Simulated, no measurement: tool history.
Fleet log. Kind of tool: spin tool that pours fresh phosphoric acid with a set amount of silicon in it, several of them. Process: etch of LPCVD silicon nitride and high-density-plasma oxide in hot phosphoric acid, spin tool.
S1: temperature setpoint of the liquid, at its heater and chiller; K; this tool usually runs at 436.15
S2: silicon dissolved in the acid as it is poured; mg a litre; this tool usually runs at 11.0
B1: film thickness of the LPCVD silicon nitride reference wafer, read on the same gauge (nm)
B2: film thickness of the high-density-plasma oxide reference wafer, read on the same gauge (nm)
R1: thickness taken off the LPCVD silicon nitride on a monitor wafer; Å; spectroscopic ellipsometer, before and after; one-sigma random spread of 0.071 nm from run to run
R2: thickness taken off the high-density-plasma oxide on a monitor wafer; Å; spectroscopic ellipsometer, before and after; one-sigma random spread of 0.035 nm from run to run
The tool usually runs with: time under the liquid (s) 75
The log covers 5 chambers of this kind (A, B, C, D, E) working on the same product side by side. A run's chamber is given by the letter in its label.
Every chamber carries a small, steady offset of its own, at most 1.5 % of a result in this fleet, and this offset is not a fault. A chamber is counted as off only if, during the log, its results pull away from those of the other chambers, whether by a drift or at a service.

Run 1D, hour 2.0: usual settings; B1 120.04; B2 130.01. Result: R1 73.850 Å, R2 2.3415 Å.
Run 2B, hour 4.2: usual settings; B1 120.01; B2 130.01. Result: R1 73.759 Å, R2 2.0322 Å.
Run 3A, hour 7.9: usual settings; B1 120.01; B2 130.00. Result: R1 72.370 Å, R2 2.6671 Å.
Run 4C, hour 11.0: usual settings; B1 120.02; B2 130.01. Result: R1 72.638 Å, R2 2.6732 Å.
Run 5E, hour 14.6: usual settings; B1 119.99; B2 130.01. Result: R1 72.594 Å, R2 2.7241 Å.
Run 6E, hour 16.8: usual settings; B1 119.98; B2 130.02. Result: R1 73.947 Å, R2 2.0533 Å.
Run 7B, hour 20.9: usual settings; B1 119.99; B2 130.01. Result: R1 73.633 Å, R2 2.2197 Å.
Run 8A, hour 23.3: usual settings; B1 120.01; B2 130.01. Result: R1 73.498 Å, R2 2.1438 Å.
Run 9C, hour 26.7: usual settings but time under the liquid (s) 50; B1 119.99; B2 129.99. Result: R1 48.089 Å, R2 1.7930 Å.
Run 10D, hour 28.6: usual settings but time under the liquid (s) 50; B1 119.99; B2 130.00. Result: R1 48.346 Å, R2 1.7362 Å.
Run 11B, hour 31.7: usual settings but time under the liquid (s) 50; B1 120.01; B2 130.01. Result: R1 49.363 Å, R2 1.4640 Å.
Run 12D, hour 34.2: usual settings but time under the liquid (s) 50; B1 119.99; B2 129.99. Result: R1 49.010 Å, R2 1.4889 Å.
Run 13E, hour 37.0: usual settings but time under the liquid (s) 50; B1 120.02; B2 130.01. Result: R1 48.640 Å, R2 2.1102 Å.
Run 14C, hour 39.4: usual settings; B1 120.00; B2 130.00. Result: R1 72.124 Å, R2 3.1513 Å.
Run 15A, hour 43.3: usual settings; B1 119.98; B2 129.99. Result: R1 72.669 Å, R2 2.5216 Å.
Run 16D, hour 46.1: usual settings; B1 120.01; B2 129.99. Result: R1 72.281 Å, R2 2.3703 Å.
Run 17A, hour 50.1: usual settings; B1 119.97; B2 129.99. Result: R1 72.019 Å, R2 2.1563 Å.
Run 18C, hour 54.1: usual settings; B1 119.99; B2 130.00. Result: R1 71.455 Å, R2 2.8899 Å.
Run 19B, hour 57.4: usual settings; B1 120.00; B2 129.99. Result: R1 73.267 Å, R2 2.5452 Å.
Run 20E, hour 61.3: usual settings; B1 119.99; B2 129.98. Result: R1 72.942 Å, R2 2.3119 Å.
At hour 63.3: chamber D: thermometer replaced.
Run 21C, hour 65.2: usual settings; B1 119.98; B2 129.99. Result: R1 72.967 Å, R2 2.7339 Å.
Run 22B, hour 69.0: usual settings; B1 120.03; B2 130.01. Result: R1 73.594 Å, R2 2.8014 Å.
Run 23E, hour 73.1: usual settings; B1 119.99; B2 129.98. Result: R1 72.813 Å, R2 2.3784 Å.
Run 24A, hour 75.2: usual settings; B1 120.03; B2 130.00. Result: R1 73.258 Å, R2 2.1405 Å.
Run 25D, hour 78.6: usual settings; B1 119.97; B2 129.99. Result: R1 72.861 Å, R2 2.5926 Å.
Run 26B, hour 82.3: usual settings but S1 438.15 K, S2 5.5 mg a litre; B1 120.02; B2 129.98. Result: R1 78.178 Å, R2 3.8553 Å.
Run 27C, hour 84.4: usual settings but S1 438.15 K, S2 5.5 mg a litre; B1 119.97; B2 130.00. Result: R1 76.858 Å, R2 3.6431 Å.
Run 28A, hour 86.7: usual settings but S1 438.15 K, S2 5.5 mg a litre; B1 119.99; B2 129.99. Result: R1 78.600 Å, R2 2.4387 Å.
Run 29D, hour 89.8: usual settings but S1 438.15 K, S2 5.5 mg a litre; B1 120.01; B2 130.01. Result: R1 75.777 Å, R2 3.7014 Å.
Run 30E, hour 91.7: usual settings but S1 438.15 K, S2 5.5 mg a litre; B1 120.02; B2 129.99. Result: R1 79.549 Å, R2 3.2336 Å.
Run 31B, hour 95.9: usual settings but S1 433.65 K; B1 119.97; B2 130.01. Result: R1 68.419 Å, R2 1.9486 Å.
Run 32E, hour 99.7: usual settings but S1 433.65 K; B1 120.00; B2 130.01. Result: R1 67.328 Å, R2 2.2766 Å.
Run 33C, hour 102.5: usual settings but S1 433.65 K; B1 120.01; B2 129.99. Result: R1 67.015 Å, R2 2.0919 Å.
Run 34A, hour 105.6: usual settings but S1 433.65 K; B1 119.99; B2 130.01. Result: R1 67.834 Å, R2 1.8501 Å.
Run 35D, hour 108.9: usual settings but S1 433.65 K; B1 119.99; B2 130.00. Result: R1 66.532 Å, R2 2.4861 Å.
Run 36C, hour 113.0: usual settings; B1 120.02; B2 130.02. Result: R1 72.150 Å, R2 1.9172 Å.
Run 37B, hour 116.8: usual settings; B1 119.98; B2 130.00. Result: R1 73.867 Å, R2 2.8983 Å.

Does one chamber stand apart from the rest, does the shared gauge drift, or is all well apart from small per-chamber offsets? Give the chamber and the most likely cause, where there is one.

No chamber stands off beyond its own small offset, and the gauge holds steady.

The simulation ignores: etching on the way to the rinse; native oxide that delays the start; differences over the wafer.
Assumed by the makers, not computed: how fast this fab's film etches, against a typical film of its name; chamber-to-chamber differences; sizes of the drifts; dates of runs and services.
